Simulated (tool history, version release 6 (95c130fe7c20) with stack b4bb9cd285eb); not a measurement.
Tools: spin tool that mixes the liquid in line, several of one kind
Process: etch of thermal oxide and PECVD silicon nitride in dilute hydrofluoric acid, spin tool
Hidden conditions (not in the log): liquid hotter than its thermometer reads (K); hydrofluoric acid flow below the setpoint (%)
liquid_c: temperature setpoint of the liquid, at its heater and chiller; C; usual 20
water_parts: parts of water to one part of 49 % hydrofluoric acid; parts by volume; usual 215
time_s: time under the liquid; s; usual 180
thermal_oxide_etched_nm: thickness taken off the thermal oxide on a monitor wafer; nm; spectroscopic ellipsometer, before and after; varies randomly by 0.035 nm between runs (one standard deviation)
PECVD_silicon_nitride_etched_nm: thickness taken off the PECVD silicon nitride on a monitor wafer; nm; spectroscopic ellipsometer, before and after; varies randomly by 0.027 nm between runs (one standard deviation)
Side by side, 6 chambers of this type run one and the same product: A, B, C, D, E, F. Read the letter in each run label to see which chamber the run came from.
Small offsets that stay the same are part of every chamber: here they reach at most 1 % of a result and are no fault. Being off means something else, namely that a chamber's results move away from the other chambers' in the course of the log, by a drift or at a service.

| run | day | liquid_c | water_parts | time_s | hours since the thermometer was replaced | hours since the hydrofluoric acid flow meter was replaced | read-back film thickness of the thermal oxide reference wafer, read on the same gauge (nm) | read-back film thickness of the PECVD silicon nitride reference wafer, read on the same gauge (nm) | thermal_oxide_etched_nm | PECVD_silicon_nitride_etched_nm |
|---|---|---|---|---|---|---|---|---|---|---|
|  | 0.183 | chamber A: hydrofluoric acid flow meter replaced |
| 1D | 0.362 | 20 | 215 | 180 | 241.8 | 51.5 | 30.015 | 100.01 | 3.0345 | 2.0365 |
| 2F | 0.879 | 20 | 215 | 180 | 444 | 205 | 30.009 | 100 | 3.0405 | 2.0027 |
| 3E | 1.317 | 20 | 215 | 180 | 2658.9 | 869.6 | 29.989 | 100.02 | 3.0569 | 1.9854 |
| 4C | 1.642 | 20 | 215 | 180 | 742.9 | 1372.2 | 29.976 | 99.99 | 2.9848 | 2.0015 |
| 5A | 1.983 | 20 | 215 | 180 | 1078 | 43.2 | 30 | 100.02 | 3.0438 | 2.1065 |
| 6B | 2.246 | 20 | 215 | 180 | 2016.6 | 72.7 | 29.993 | 99.968 | 3.0016 | 2.0361 |
| 7E | 2.558 | 20 | 215 | 180 | 2688.7 | 899.4 | 29.993 | 99.999 | 3.038 | 1.9919 |
| 8B | 3.079 | 20 | 295 | 275 | 2036.6 | 92.7 | 29.999 | 99.968 | 3.1728 | 2.2508 |
| 9D | 3.6 | 20 | 295 | 275 | 319.5 | 129.2 | 30.024 | 100.04 | 3.2501 | 2.3338 |
| 10C | 3.85 | 20 | 295 | 275 | 795.9 | 1425.2 | 29.991 | 100.01 | 3.0931 | 2.3331 |
| 11A | 4.35 | 20 | 295 | 275 | 1134.8 | 100 | 30.017 | 99.969 | 3.1418 | 2.2925 |
| 12F | 4.75 | 20 | 295 | 275 | 536.9 | 297.9 | 29.997 | 100 | 3.1913 | 2.2587 |
| 13F | 5.183 | 20 | 295 | 275 | 547.3 | 308.3 | 29.977 | 100.02 | 3.2155 | 2.225 |
| 14B | 5.517 | 20 | 215 | 180 | 2095.1 | 151.2 | 30.005 | 99.978 | 3.088 | 1.9642 |
| 15C | 5.754 | 20 | 215 | 180 | 841.6 | 1470.9 | 30.008 | 100.03 | 3.0373 | 2.0024 |
| 16A | 6.221 | 20 | 215 | 180 | 1179.7 | 144.9 | 29.982 | 100 | 3.083 | 2.023 |
| 17D | 6.679 | 20 | 215 | 180 | 393.4 | 203.1 | 30.011 | 99.968 | 3.0837 | 2.0108 |
|  | 6.838 | chamber E: thermometer replaced |
| 18E | 6.979 | 20 | 215 | 180 | 3.5 | 1005.5 | 30.02 | 99.988 | 2.9879 | 1.9039 |
| 19A | 7.388 | 20 | 215 | 180 | 1207.7 | 172.9 | 29.998 | 100.04 | 3.0247 | 2.0735 |
| 20B | 7.879 | 20 | 215 | 180 | 2151.8 | 207.9 | 30.013 | 100.02 | 3.0855 | 2.0122 |
|  | 8.062 | chamber C: hydrofluoric acid flow meter replaced |
| 21F | 8.117 | 20 | 215 | 180 | 617.7 | 378.7 | 30.018 | 99.996 | 3.0674 | 1.965 |
| 22D | 8.654 | 20 | 215 | 180 | 440.8 | 250.5 | 30.033 | 99.988 | 3.0704 | 2.0434 |
| 23C | 9.029 | 20 | 215 | 180 | 920.2 | 23.2 | 29.97 | 100.01 | 3.0737 | 2.0563 |
| 24E | 9.483 | 21.5 | 215 | 180 | 63.6 | 1065.6 | 30.009 | 100.01 | 3.0163 | 2.0713 |
| 25E | 9.975 | 21.5 | 215 | 180 | 75.4 | 1077.4 | 30.015 | 99.987 | 3.0313 | 2.075 |
| 26C | 10.267 | 21.5 | 215 | 180 | 949.9 | 52.9 | 30.032 | 100.01 | 3.2675 | 2.2578 |
| 27F | 10.788 | 21.5 | 215 | 180 | 681.8 | 442.8 | 29.954 | 99.986 | 3.2037 | 2.1965 |
| 28D | 11.15 | 21.5 | 215 | 180 | 500.7 | 310.4 | 29.965 | 99.999 | 3.2587 | 2.1927 |
| 29B | 11.538 | 21.5 | 215 | 180 | 2239.6 | 295.7 | 30.01 | 100.02 | 3.2237 | 2.2461 |
| 30A | 12.029 | 20 | 285 | 110 | 1319.1 | 284.3 | 30.006 | 100.01 | 1.2986 | 0.94351 |
| 31B | 12.275 | 20 | 285 | 110 | 2257.3 | 313.4 | 29.989 | 99.984 | 1.3288 | 0.938 |
| 32A | 12.708 | 20 | 285 | 110 | 1335.4 | 300.6 | 30.004 | 100.01 | 1.2894 | 0.95651 |
| 33D | 13.167 | 20 | 285 | 110 | 549.1 | 358.8 | 30 | 100.04 | 1.3524 | 0.93856 |
| 34E | 13.604 | 20 | 285 | 110 | 162.5 | 1164.5 | 30.03 | 100 | 1.1717 | 0.84341 |
| 35C | 13.971 | 20 | 285 | 110 | 1038.8 | 141.8 | 30.011 | 100.01 | 1.3307 | 0.95432 |
| 36F | 14.229 | 20 | 215 | 180 | 764.4 | 525.4 | 29.969 | 100 | 3.1034 | 1.9908 |
| 37B | 14.571 | 20 | 215 | 180 | 2312.4 | 368.5 | 30.006 | 99.981 | 3.053 | 2.0186 |
| 38E | 15.062 | 20 | 215 | 180 | 197.5 | 1199.5 | 29.998 | 100.02 | 2.6927 | 1.817 |
| 39F | 15.554 | 20 | 215 | 180 | 796.2 | 557.2 | 30.001 | 100.01 | 3.1073 | 2.0272 |

Which is it: a chamber that has drifted or been left off by a service, a gauge drift common to all chambers, or only each chamber's usual small offset? If a chamber is off, name it and its likeliest cause.

One chamber, E, drifts off from the rest bit by bit.
Most likely cause: hydrofluoric acid flow below the setpoint (%) = 10.

Below are 4 candidate recipes for chamber E's next run, each the usual settings with a change, their results shown as question marks. Which of them brings E's results back in line with what the other chambers give on the usual settings?
Counts as in line when no further than this from what the other chambers average on the usual settings: thermal_oxide_etched_nm 0.12 nm; PECVD_silicon_nitride_etched_nm 0.096 nm
| 40E-1 | 15.942 | 20 | 240 | 160 |  |  |  |  | ? | ? |
| 40E-2 | 15.942 | 20 | 230 | 170 |  |  |  |  | ? | ? |
| 40E-3 | 15.942 | 20 | 190 | 200 |  |  |  |  | ? | ? |
| 40E-4 | 15.942 | 20 | 205 | 190 |  |  |  |  | ? | ? |

What the other chambers average on the usual settings: thermal_oxide_etched_nm 3.0588 nm; PECVD_silicon_nitride_etched_nm 2.015 nm
| run | thermal_oxide_etched_nm | PECVD_silicon_nitride_etched_nm |
|---|---|---|
| 40E-1 | 2.0976 | 1.44 |
| 40E-2 | 2.3513 | 1.5952 |
| 40E-3 | 3.5051 | 2.265 |
| 40E-4 | 3.0326 | 1.9964 |
40E-4 puts the chamber back in line with the other chambers.
